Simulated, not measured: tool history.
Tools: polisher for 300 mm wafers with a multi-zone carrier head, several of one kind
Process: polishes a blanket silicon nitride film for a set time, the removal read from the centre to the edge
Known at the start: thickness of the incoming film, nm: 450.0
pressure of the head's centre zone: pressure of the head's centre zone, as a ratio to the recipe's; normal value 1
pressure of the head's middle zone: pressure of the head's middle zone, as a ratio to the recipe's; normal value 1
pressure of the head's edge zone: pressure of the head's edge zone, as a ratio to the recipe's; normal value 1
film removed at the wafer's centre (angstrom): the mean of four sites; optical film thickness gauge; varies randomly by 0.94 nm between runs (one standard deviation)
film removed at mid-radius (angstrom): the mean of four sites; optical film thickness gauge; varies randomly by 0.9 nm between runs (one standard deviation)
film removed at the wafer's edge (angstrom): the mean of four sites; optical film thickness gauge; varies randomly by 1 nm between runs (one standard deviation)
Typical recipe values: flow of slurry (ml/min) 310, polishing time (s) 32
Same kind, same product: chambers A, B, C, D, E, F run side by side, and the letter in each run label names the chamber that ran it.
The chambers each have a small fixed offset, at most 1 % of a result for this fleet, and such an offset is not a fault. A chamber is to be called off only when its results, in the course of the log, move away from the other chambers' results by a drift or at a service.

run,day,flow of slurry (ml/min),pressure of the head's centre zone,pressure of the head's middle zone,pressure of the head's edge zone,polishing time (s),film removed at the wafer's centre (angstrom),film removed at mid-radius (angstrom),film removed at the wafer's edge (angstrom)
# day 0.25: chamber A: worn pad replaced by a new one
1E,0.333,310,1,1,1,32,772.83,779.31,778.17
# day 0.412: chamber E: worn pad replaced by a new one
# day 0.604: chamber B: edge zone pressure recalibrated
2A,0.629,310,1,1,1,32,795.04,780.16,780.96
3B,0.825,310,1,1,1,32,774.61,766.97,798.59
4F,1.017,310,1,1,1,32,778.99,767.54,776.21
5C,1.325,310,1,1,1,32,781.59,773.84,769.69
# day 1.371: chamber E: edge zone pressure recalibrated
6D,1.658,310,1,1,1,32,759.18,769.25,754.9
# day 1.796: chamber B: worn pad replaced by a new one
7B,1.846,310,1,1,1,32,782.61,789.73,771.89
8C,2.042,310,1,1,1,32,775.76,776.05,782.89
9E,2.262,310,1,1,1,32,752.56,774.24,796.66
10A,2.575,310,1,1,1,32,781.63,788.87,782.2
# day 2.792: chamber F: worn pad replaced by a new one
11D,2.871,310,1,1,1,35,827.33,849.98,851.7
12F,3.046,310,1,1,1,35,854.58,833,842.89
# day 3.158: chamber A: worn pad replaced by a new one
# day 3.333: chamber F: slurry nozzle cleaned
13F,3.392,310,1,1,1,35,863.33,844.53,850.08
14D,3.733,310,1,1,1,35,850.16,840.39,824.87
# day 3.75: chamber D: worn pad replaced by a new one
15B,3.958,310,1,1,1,35,857.34,848.87,875.81
16A,4.212,310,1,1,1,35,856.96,853.91,850.67
17E,4.412,310,1,1,1,32,766.66,776.59,771.54
# day 4.671: chamber E: worn pad replaced by a new one
18C,4.796,310,1,1,1,37,892.59,871.88,899.99
# day 4.808: chamber C: worn pad replaced by a new one
# day 4.933: chamber C: centre zone pressure recalibrated
19C,5.067,310,1,1,1,37,902,908.89,911.27
20B,5.267,310,1,1,1,37,911.5,898.46,888.56
# day 5.342: chamber F: centre zone pressure recalibrated
21D,5.612,310,1,1,1,37,888.59,878.82,872.49
# day 5.646: chamber A: worn pad replaced by a new one
22F,5.921,310,1,1,1,37,1003.2,910.83,921.94
23E,6.279,310,1,1,1,37,877.07,893.86,889.11
24A,6.517,310,1,1,1,32,784.36,765,786.42
# day 6.596: chamber B: worn pad replaced by a new one
25F,6.817,310,1,1,1,32,878.56,771.28,781.93
# day 6.942: chamber D: edge zone pressure recalibrated
# day 7.038: chamber F: worn pad replaced by a new one
# day 7.062: chamber C: slurry nozzle cleaned
26A,7.133,310,1.11,1,0.91,32,884.52,781.16,748.8
27D,7.417,310,1.11,1,0.91,32,882.97,773.02,733.94
28B,7.633,310,1.11,1,0.91,32,877.77,780.77,745.52
29E,7.838,310,1.11,1,0.91,32,854.87,759.18,756.68
# day 8.083: chamber E: worn pad replaced by a new one
30C,8.092,310,1.11,1,0.91,32,876.5,778.14,744.06
31D,8.283,310,1.11,1,0.91,32,876.91,772.24,739.3
# day 8.358: chamber D: worn pad replaced by a new one
32F,8.504,310,1,1,1,32,883.48,772.8,776.88
# day 8.638: chamber A: worn pad replaced by a new one
33C,8.721,310,1,1,1,32,781.12,770.21,792.4
34B,8.996,310,1,1,1,32,778.96,771.56,778.05
35E,9.375,310,1,1,1,32,765.96,759.84,774.86
# day 9.446: chamber E: centre zone pressure recalibrated
36A,9.592,310,1,1,1,32,783.29,771.87,766.52
37C,9.792,310,1,1,1,32,758.2,787.29,774.92
38D,10.012,310,1,1,1,32,772.65,768.43,784.88
39F,10.196,310,1,1,1,32,865.01,785.22,799.59
# day 10.567: chamber A: slurry nozzle cleaned
40E,10.571,310,1,1,1,32,770.66,786,774.72
41A,10.808,310,1,1,0.96,32,766.59,777.57,756.93
42B,11.058,310,1,1,0.96,32,771.25,773.11,745.14

Each of the 6 chambers runs these same settings next. Fill in every chamber's results:
43A,11.338,310,1,1,1,32,?,?,?
43B,11.338,310,1,1,1,32,?,?,?
43C,11.338,310,1,1,1,32,?,?,?
43D,11.338,310,1,1,1,32,?,?,?
43E,11.338,310,1,1,1,32,?,?,?
43F,11.338,310,1,1,1,32,?,?,?

run,film removed at the wafer's centre (angstrom),film removed at mid-radius (angstrom),film removed at the wafer's edge (angstrom)
43A,784.35,766.56,788.35
43B,777.73,797.98,763.56
43C,789.6,764.53,786.24
43D,755.13,775.03,777.21
43E,761.91,783.61,772.41
43F,889.47,789.69,778.93
